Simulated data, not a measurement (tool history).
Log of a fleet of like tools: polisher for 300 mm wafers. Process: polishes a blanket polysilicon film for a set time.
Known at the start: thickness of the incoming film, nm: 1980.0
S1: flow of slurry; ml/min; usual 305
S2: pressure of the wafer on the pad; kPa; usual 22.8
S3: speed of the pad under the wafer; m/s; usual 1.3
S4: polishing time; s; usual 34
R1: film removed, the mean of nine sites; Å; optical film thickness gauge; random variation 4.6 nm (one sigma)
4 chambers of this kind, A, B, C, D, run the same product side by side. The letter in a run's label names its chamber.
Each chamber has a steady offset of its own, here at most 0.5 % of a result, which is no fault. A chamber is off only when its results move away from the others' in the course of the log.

{"hour": 5.8, "done": "chamber C: worn pad replaced by a new one"}
{"run": "1D", "hour": 6.6, "S1": 305, "S2": 22.8, "S3": 1.3, "S4": 34, "R1": 4050.4}
{"run": "2B", "hour": 15.8, "S1": 305, "S2": 22.8, "S3": 1.3, "S4": 34, "R1": 4146.7}
{"hour": 15.9, "done": "chamber D: worn pad replaced by a new one"}
{"hour": 20.7, "done": "chamber D: slurry nozzle cleaned"}
{"run": "3A", "hour": 21.7, "S1": 305, "S2": 22.8, "S3": 1.3, "S4": 34, "R1": 4102.8}
{"run": "4C", "hour": 30.2, "S1": 305, "S2": 22.8, "S3": 1.3, "S4": 34, "R1": 4192.7}
{"run": "5A", "hour": 39.4, "S1": 305, "S2": 22.8, "S3": 1.3, "S4": 34, "R1": 4140.1}
{"run": "6D", "hour": 49.7, "S1": 305, "S2": 22.8, "S3": 1.3, "S4": 34, "R1": 4157.4}
{"hour": 50.3, "done": "chamber B: worn pad replaced by a new one"}
{"hour": 51.4, "done": "chamber A: worn pad replaced by a new one"}
{"run": "7C", "hour": 58.6, "S1": 305, "S2": 22.8, "S3": 1.3, "S4": 34, "R1": 4158.4}
{"hour": 61.5, "done": "chamber C: worn pad replaced by a new one"}
{"run": "8B", "hour": 63.7, "S1": 305, "S2": 22.8, "S3": 1.3, "S4": 34, "R1": 4083.0}
{"hour": 67.8, "done": "chamber C: head pressure recalibrated"}
{"run": "9D", "hour": 73.8, "S1": 305, "S2": 22.8, "S3": 1.3, "S4": 34, "R1": 4187.6}
{"run": "10B", "hour": 79.3, "S1": 305, "S2": 22.8, "S3": 1.3, "S4": 34, "R1": 4038.3}
{"hour": 82.6, "done": "chamber D: worn pad replaced by a new one"}
{"run": "11C", "hour": 86.0, "S1": 305, "S2": 22.8, "S3": 1.3, "S4": 34, "R1": 4103.6}
{"run": "12A", "hour": 97.0, "S1": 305, "S2": 22.8, "S3": 1.3, "S4": 34, "R1": 4160.3}
{"run": "13D", "hour": 105.6, "S1": 305, "S2": 22.8, "S3": 1.3, "S4": 34, "R1": 4096.8}
{"run": "14A", "hour": 114.5, "S1": 305, "S2": 22.8, "S3": 1.3, "S4": 34, "R1": 4067.3}
{"run": "15B", "hour": 123.0, "S1": 305, "S2": 22.8, "S3": 1.3, "S4": 34, "R1": 4127.5}
{"hour": 126.3, "done": "chamber C: worn pad replaced by a new one"}
{"run": "16C", "hour": 129.4, "S1": 305, "S2": 22.8, "S3": 1.3, "S4": 34, "R1": 4133.1}
{"hour": 130.8, "done": "chamber B: worn pad replaced by a new one"}
{"run": "17D", "hour": 137.5, "S1": 385, "S2": 22.8, "S3": 1.3, "S4": 34, "R1": 4197.3}
{"hour": 142.0, "done": "chamber A: worn pad replaced by a new one"}
{"run": "18B", "hour": 146.4, "S1": 385, "S2": 22.8, "S3": 1.3, "S4": 34, "R1": 4170.1}
{"hour": 153.2, "done": "chamber D: worn pad replaced by a new one"}
{"run": "19C", "hour": 153.4, "S1": 385, "S2": 22.8, "S3": 1.3, "S4": 34, "R1": 4301.2}
{"run": "20A", "hour": 164.2, "S1": 385, "S2": 22.8, "S3": 1.3, "S4": 34, "R1": 4386.5}
{"run": "21A", "hour": 175.8, "S1": 305, "S2": 22.8, "S3": 1.3, "S4": 34, "R1": 4282.4}
{"run": "22B", "hour": 183.0, "S1": 305, "S2": 22.8, "S3": 1.3, "S4": 34, "R1": 4054.5}
{"run": "23C", "hour": 188.1, "S1": 305, "S2": 22.8, "S3": 1.3, "S4": 34, "R1": 4114.3}
{"hour": 189.9, "done": "chamber C: worn pad replaced by a new one"}
{"hour": 191.7, "done": "chamber C: slurry nozzle cleaned"}
{"run": "24D", "hour": 197.0, "S1": 305, "S2": 22.8, "S3": 1.3, "S4": 34, "R1": 4142.2}
{"run": "25D", "hour": 205.6, "S1": 305, "S2": 22.8, "S3": 1.3, "S4": 34, "R1": 4016.4}
{"hour": 211.4, "done": "chamber D: worn pad replaced by a new one"}
{"run": "26A", "hour": 212.4, "S1": 305, "S2": 22.8, "S3": 1.3, "S4": 34, "R1": 4341.7}
{"hour": 215.8, "done": "chamber A: worn pad replaced by a new one"}
{"hour": 217.5, "done": "chamber B: worn pad replaced by a new one"}
{"run": "27B", "hour": 219.5, "S1": 305, "S2": 28.3, "S3": 1.3, "S4": 28, "R1": 4201.8}
{"run": "28C", "hour": 224.8, "S1": 305, "S2": 28.3, "S3": 1.3, "S4": 28, "R1": 4227.0}
{"hour": 228.3, "done": "chamber D: slurry nozzle cleaned"}
{"run": "29B", "hour": 232.4, "S1": 305, "S2": 28.3, "S3": 1.3, "S4": 28, "R1": 4168.6}
{"run": "30D", "hour": 240.6, "S1": 305, "S2": 28.3, "S3": 1.3, "S4": 28, "R1": 4237.8}
{"hour": 250.6, "done": "chamber C: worn pad replaced by a new one"}
{"run": "31A", "hour": 250.7, "S1": 305, "S2": 22.8, "S3": 1.3, "S4": 34, "R1": 4336.4}
{"run": "32C", "hour": 260.7, "S1": 235, "S2": 29.0, "S3": 1.3, "S4": 34, "R1": 5146.2}
{"run": "33A", "hour": 270.7, "S1": 235, "S2": 29.0, "S3": 1.3, "S4": 34, "R1": 5581.4}
{"hour": 281.0, "done": "chamber D: worn pad replaced by a new one"}
{"run": "34D", "hour": 281.9, "S1": 235, "S2": 29.0, "S3": 1.3, "S4": 34, "R1": 5105.4}
{"run": "35C", "hour": 290.7, "S1": 235, "S2": 29.0, "S3": 1.3, "S4": 34, "R1": 5181.4}

What goes on in this fleet: one chamber off, a drifting gauge, or nothing beyond the chambers' own small offsets? Name the chamber and the cause, if any.

Chamber A drifts away from the others.
Cause: head's pressure above its setpoint, % = 8.4.

Here are 4 candidates for chamber A's next run, each the usual settings with a change, their results left as question marks. Which one brings its results back in line with what the others give on the usual settings?
In line means no further than this from the other chambers' mean on the usual settings: R1 160.0 Å
{"run": "36A-1", "hour": 299.0, "S1": 305, "S2": 24.1, "S3": 1.36, "S4": 36, "R1": "?"}
{"run": "36A-2", "hour": 299.0, "S1": 305, "S2": 22.8, "S3": 1.42, "S4": 34, "R1": "?"}
{"run": "36A-3", "hour": 299.0, "S1": 300, "S2": 19.3, "S3": 1.3, "S4": 34, "R1": "?"}
{"run": "36A-4", "hour": 299.0, "S1": 305, "S2": 20.7, "S3": 1.3, "S4": 34, "R1": "?"}

The other chambers' mean on the usual settings: R1 4115.4 Å
run=36A-1 R1=5258.4
run=36A-2 R1=4887.8
run=36A-3 R1=3776.1
run=36A-4 R1=4056.7
36A-4 brings the chamber back in line.

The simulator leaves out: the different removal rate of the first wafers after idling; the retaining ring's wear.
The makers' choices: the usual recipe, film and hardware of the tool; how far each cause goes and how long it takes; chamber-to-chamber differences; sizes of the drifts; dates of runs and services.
